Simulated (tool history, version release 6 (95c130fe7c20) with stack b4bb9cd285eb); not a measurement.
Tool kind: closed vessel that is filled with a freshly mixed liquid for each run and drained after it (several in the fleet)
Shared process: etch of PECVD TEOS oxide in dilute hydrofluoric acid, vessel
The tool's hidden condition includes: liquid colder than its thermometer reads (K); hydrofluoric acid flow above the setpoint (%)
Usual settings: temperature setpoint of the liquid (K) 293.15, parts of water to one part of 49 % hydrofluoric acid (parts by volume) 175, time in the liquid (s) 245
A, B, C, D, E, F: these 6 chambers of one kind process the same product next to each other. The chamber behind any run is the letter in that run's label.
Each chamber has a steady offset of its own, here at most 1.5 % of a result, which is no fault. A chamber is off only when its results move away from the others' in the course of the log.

run,hour,temperature setpoint of the liquid (K),parts of water to one part of 49 % hydrofluoric acid (parts by volume),time in the liquid (s),hours since the thermometer was replaced,hours since the hydrofluoric acid flow meter was replaced,"read-back film thickness of the PECVD TEOS oxide reference wafer, read on the same gauge (nm)",thickness taken off the PECVD TEOS oxide on a monitor wafer (nm)
1B,4.4,293.15,175,245,1737.8,621.5,59.99,10.669
2A,8.1,293.15,175,245,581.8,117.3,59.967,10.789
3F,11.2,293.15,175,245,694.8,848.8,60.005,10.795
4E,17.4,293.15,175,245,1028.9,1704.1,59.996,10.875
5D,21.9,293.15,175,245,633,186.2,59.997,10.922
6C,28.6,293.15,175,245,1286.5,182.5,59.959,10.762
7B,31.7,293.15,175,245,1765.1,648.8,60.026,10.597
8C,37.5,293.15,175,245,1295.4,191.4,59.989,10.858
9F,42.9,293.15,175,245,726.5,880.5,59.991,10.864
10A,48.6,293.15,175,245,622.3,157.8,60.028,10.971
11E,53.4,293.15,175,245,1064.9,1740.1,59.987,10.903
12D,58.5,293.15,175,245,669.6,222.8,59.958,10.817
13A,63.7,293.15,175,245,637.4,172.9,59.998,11.165
14C,68.5,293.15,175,245,1326.4,222.4,60.015,10.747
15B,72.6,293.15,175,245,1806,689.7,59.95,10.555
16E,79,293.15,175,245,1090.5,1765.7,59.963,11.023
17D,84.8,293.15,175,245,695.9,249.1,59.994,10.833
18F,89.9,293.15,175,245,773.5,927.5,60,10.751
19C,95.6,293.15,175,245,1353.5,249.5,60.015,10.785
20E,99.9,293.15,175,245,1111.4,1786.6,59.973,10.941
21B,104.7,293.15,175,245,1838.1,721.8,59.989,10.74
22F,110.4,290.15,230,245,794,948,60.044,6.9255
23A,114.7,290.15,230,245,688.4,223.9,59.989,7.3256
24D,117.7,290.15,230,245,728.8,282,60.044,6.9331
25C,121.1,290.15,230,245,1379,275,60.009,6.9573
26E,125,290.15,230,245,1136.5,1811.7,59.977,7.0312
27F,129.8,290.15,230,245,813.4,967.4,60.036,7.0362
28B,134.3,293.15,175,245,1867.7,751.4,59.968,10.742
29A,140,293.15,175,245,713.7,249.2,60.001,11.462
30D,145.4,293.15,175,245,756.5,309.7,60.021,10.888
31C,151,293.15,175,245,1408.9,304.9,60.027,10.915
32D,155,293.15,175,245,766.1,319.3,60.005,10.839
33B,158,293.15,175,245,1891.4,775.1,59.972,10.688
34E,163.9,293.15,175,245,1175.4,1850.6,59.989,11.045
35A,167.4,293.15,175,245,741.1,276.6,60.027,11.666
36F,173.5,293.15,175,245,857.1,1011.1,59.998,10.768
37E,176.7,293.15,175,245,1188.2,1863.4,60.003,10.959
38C,182,293.15,175,245,1439.9,335.9,59.999,10.801
39D,185.4,293.15,175,245,796.5,349.7,59.998,10.866
40A,188.7,293.15,145,165,762.4,297.9,59.962,9.7142
41B,193.9,293.15,145,165,1927.3,811,59.978,8.9167
42F,197.2,293.15,145,165,880.8,1034.8,60.014,9.0593

For the next run the whole fleet of 6 chambers uses the same settings. Give each chamber's results:
43A,202.2,293.15,220,245,,,,?
43B,202.2,293.15,220,245,,,,?
43C,202.2,293.15,220,245,,,,?
43D,202.2,293.15,220,245,,,,?
43E,202.2,293.15,220,245,,,,?
43F,202.2,293.15,220,245,,,,?

run,thickness taken off the PECVD TEOS oxide on a monitor wafer (nm)
43A,8.9952
43B,8.0485
43C,8.2597
43D,8.2394
43E,8.4244
43F,8.2733
